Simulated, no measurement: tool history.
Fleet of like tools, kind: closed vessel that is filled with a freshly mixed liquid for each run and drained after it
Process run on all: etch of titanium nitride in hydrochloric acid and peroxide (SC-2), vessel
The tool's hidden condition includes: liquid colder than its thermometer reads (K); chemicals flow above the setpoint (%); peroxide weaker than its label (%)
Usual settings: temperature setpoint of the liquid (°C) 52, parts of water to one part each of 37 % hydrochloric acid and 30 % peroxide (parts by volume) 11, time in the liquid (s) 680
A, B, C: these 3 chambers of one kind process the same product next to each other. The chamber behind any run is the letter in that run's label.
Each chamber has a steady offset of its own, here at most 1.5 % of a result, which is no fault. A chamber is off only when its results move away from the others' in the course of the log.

run	hour	temperature setpoint of the liquid (°C)	parts of water to one part each of 37 % hydrochloric acid and 30 % peroxide (parts by volume)	time in the liquid (s)	hours since the thermometer was replaced	hours since the chemicals flow meter was replaced	hours since the drum of peroxide was connected	read-back film thickness of the titanium nitride reference wafer, read on the same gauge (nm)	thickness taken off the titanium nitride on a monitor wafer (Å)
1C	5.5	52	11	680	2771.4	565.9	455.0	60.009	245.64
2A	12.2	52	11	680	2027.0	631.9	14.3	60.007	256.03
3B	18.1	52	11	680	978.4	1453.5	469.6	59.986	251.01
# hour 19.0: chamber C: chemicals flow meter replaced
# hour 22.9: chamber C: new drum of peroxide connected
4B	25.8	52	11	680	986.1	1461.2	477.3	60.028	251.33
5C	34.3	52	11	680	2800.2	15.3	11.4	59.979	249.37
6A	42.3	52	11	680	2057.1	662.0	44.4	60.024	254.84
7B	50.5	52	11	680	1010.8	1485.9	502.0	60.011	256.05
8A	60.0	52	11	680	2074.8	679.7	62.1	60.013	254.97
9C	68.5	46	11	680	2834.4	49.5	45.6	60.003	167.68
# hour 69.0: chamber B: new drum of peroxide connected
10C	75.3	46	11	680	2841.2	56.3	52.4	60.001	165.94
11B	81.2	46	11	680	1041.5	1516.6	12.3	60.011	172.90
12A	86.3	46	11	1040	2101.1	706.0	88.4	60.032	262.09
13A	94.0	46	11	1040	2108.8	713.7	96.1	59.990	263.31
14C	103.6	46	11	1040	2869.5	84.6	80.7	59.977	257.82
15B	110.7	52	11	680	1071.0	1546.1	41.8	59.975	264.90
16C	118.2	52	11	680	2884.1	99.2	95.3	59.989	249.09
17B	124.2	52	11	680	1084.5	1559.6	55.3	60.006	263.16
# hour 127.4: chamber A: thermometer replaced
# hour 129.1: chamber C: thermometer replaced
18A	131.1	52	11	680	3.8	750.8	133.2	60.003	255.34
19C	135.6	52	11	680	6.5	116.6	112.7	60.012	250.17
20B	145.2	52	11	680	1105.5	1580.6	76.3	60.004	266.38
21A	152.8	59	11	460	25.5	772.5	154.9	59.993	269.07
22B	157.1	59	11	460	1117.4	1592.5	88.2	59.993	283.58

Is one chamber out of step, is the gauge drifting, or do the chambers differ by no more than their own small offsets? For an off chamber, give its letter and the likeliest cause.

Little by little, chamber B moves away from the other chambers.
What lies behind it: chemicals flow above the setpoint (%) = 7.71.
With only this log, it may be confused with: liquid hotter than its thermometer reads (K).

Chamber B could run next with any of the 4 candidate recipes listed below; each alters the usual settings, and their results appear as question marks. Which one brings its results back in line with what the other chambers deliver on the usual settings?
In line here means within this much of the mean the other chambers give on the usual settings: thickness taken off the titanium nitride on a monitor wafer (Å) 4.40
23B-1	164.4	52.0	11	640					?
23B-2	164.4	52.0	11	605					?
23B-3	164.4	53.0	11	715					?
23B-4	164.4	52.5	11	695					?

The mean the other chambers reach with the usual settings: thickness taken off the titanium nitride on a monitor wafer (Å) 252.82
run	thickness taken off the titanium nitride on a monitor wafer (Å)
23B-1	252.71
23B-2	238.89
23B-3	301.48
23B-4	283.60
The answer is 23B-1, which returns the chamber to within the allowed miss of the others.

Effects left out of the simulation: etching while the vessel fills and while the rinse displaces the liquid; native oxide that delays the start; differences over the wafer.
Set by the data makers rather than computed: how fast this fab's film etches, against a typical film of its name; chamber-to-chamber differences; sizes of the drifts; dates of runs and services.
